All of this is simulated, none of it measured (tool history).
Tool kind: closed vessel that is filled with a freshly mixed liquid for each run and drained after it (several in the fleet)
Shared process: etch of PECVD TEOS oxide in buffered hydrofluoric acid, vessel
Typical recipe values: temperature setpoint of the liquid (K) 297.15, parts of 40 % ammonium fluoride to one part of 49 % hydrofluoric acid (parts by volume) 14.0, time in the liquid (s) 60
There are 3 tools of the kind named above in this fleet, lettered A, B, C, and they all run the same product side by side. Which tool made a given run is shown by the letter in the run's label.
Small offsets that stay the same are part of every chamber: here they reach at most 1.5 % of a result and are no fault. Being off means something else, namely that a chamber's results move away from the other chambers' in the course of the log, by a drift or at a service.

run   hour  temperature setpoint of the liquid (K)  parts of 40 % ammonium fluoride to one part of 49 % hydrofluoric acid (parts by volume)  time in the liquid (s)  read-back film thickness of the PECVD TEOS oxide reference wafer, read on the same gauge (nm)  thickness taken off the PECVD TEOS oxide on a monitor wafer (nm)
 1A    4.9                                  297.15                                                                                     14.0                      60                                                                                         130.08                                                            153.03
 2B   11.0                                  297.15                                                                                     14.0                      60                                                                                         129.97                                                            153.69
 3C   13.6                                  297.15                                                                                     14.0                      60                                                                                         130.04                                                            156.07
 4C   19.4                                  297.15                                                                                     14.0                      60                                                                                         130.04                                                            154.64
 5A   24.1                                  297.15                                                                                     14.0                      60                                                                                         129.99                                                            152.24
 6B   30.1                                  297.15                                                                                     16.0                      60                                                                                         129.96                                                            134.98
 7B   36.2                                  297.15                                                                                     16.0                      60                                                                                         129.96                                                            133.65
 8C   39.8                                  297.15                                                                                     16.0                      60                                                                                         130.03                                                            136.22
 9A   43.9                                  297.15                                                                                     14.0                      60                                                                                         130.01                                                            150.69
10B   49.4                                  297.15                                                                                     14.0                      60                                                                                         130.00                                                            150.96
11C   55.1                                  297.15                                                                                     14.0                      60                                                                                         130.02                                                            155.98
12A   58.0                                  297.15                                                                                     14.0                      60                                                                                         129.98                                                            151.99
13A   62.0                                  297.15                                                                                     14.0                      60                                                                                         130.00                                                            152.47
14C   66.7                                  297.15                                                                                     14.0                      60                                                                                         129.95                                                            154.30
15B   70.6                                  297.15                                                                                     14.0                      60                                                                                         130.01                                                            151.35
16A   76.7                                  297.15                                                                                     14.0                      60                                                                                         130.04                                                            153.72
17B   79.5                                  297.15                                                                                     14.0                      60                                                                                         129.98                                                            149.79
18C   85.3                                  297.15                                                                                     14.0                      60                                                                                         130.03                                                            156.64
19B   90.2                                  297.15                                                                                     14.0                      60                                                                                         130.00                                                            149.91
20C   95.1                                  297.15                                                                                     14.0                      60                                                                                         130.00                                                            156.10
21A  100.2                                  293.65                                                                                      9.5                      60                                                                                         130.00                                                            180.95
22A  104.2                                  293.65                                                                                      9.5                      60                                                                                         129.98                                                            180.11
23B  107.8                                  293.65                                                                                      9.5                      60                                                                                         129.99                                                            171.61
24C  113.3                                  297.15                                                                                     14.0                      60                                                                                         129.99                                                            154.94
25B  117.3                                  297.15                                                                                     14.0                      60                                                                                         129.98                                                            145.34

Read the log: is a single chamber off, either drifting away or since a service, is the gauge that measures every chamber drifting, or is nothing wrong beyond small per-chamber offsets? Name any odd chamber and what most likely caused it.

One chamber, B, drifts off from the rest bit by bit.
Cause: liquid colder than its thermometer reads (K) = 1.14.
The log might look much the same if the cause were instead: hydrofluoric acid flow below the setpoint (%).

Here are 4 candidates for chamber B's next run, each the usual settings with a change, their results left as question marks. Which one brings its results back in line with what the others give on the usual settings?
Counts as in line when no further than this from what the other chambers average on the usual settings: thickness taken off the PECVD TEOS oxide on a monitor wafer (nm) 3.10
26B-1  121.7                                  297.65                                                                                     14.0                      60                                                                                                                                                                ?
26B-2  121.7                                  296.65                                                                                     14.5                      60                                                                                                                                                                ?
26B-3  121.7                                  296.65                                                                                     14.0                      60                                                                                                                                                                ?
26B-4  121.7                                  297.15                                                                                     13.0                      60                                                                                                                                                                ?

Mean of the other chambers on the usual settings: thickness taken off the PECVD TEOS oxide on a monitor wafer (nm) 153.68
  run  thickness taken off the PECVD TEOS oxide on a monitor wafer (nm)
26B-1                                                            147.38
26B-2                                                            134.67
26B-3                                                            139.42
26B-4                                                            154.28
26B-4 brings the chamber back in line.

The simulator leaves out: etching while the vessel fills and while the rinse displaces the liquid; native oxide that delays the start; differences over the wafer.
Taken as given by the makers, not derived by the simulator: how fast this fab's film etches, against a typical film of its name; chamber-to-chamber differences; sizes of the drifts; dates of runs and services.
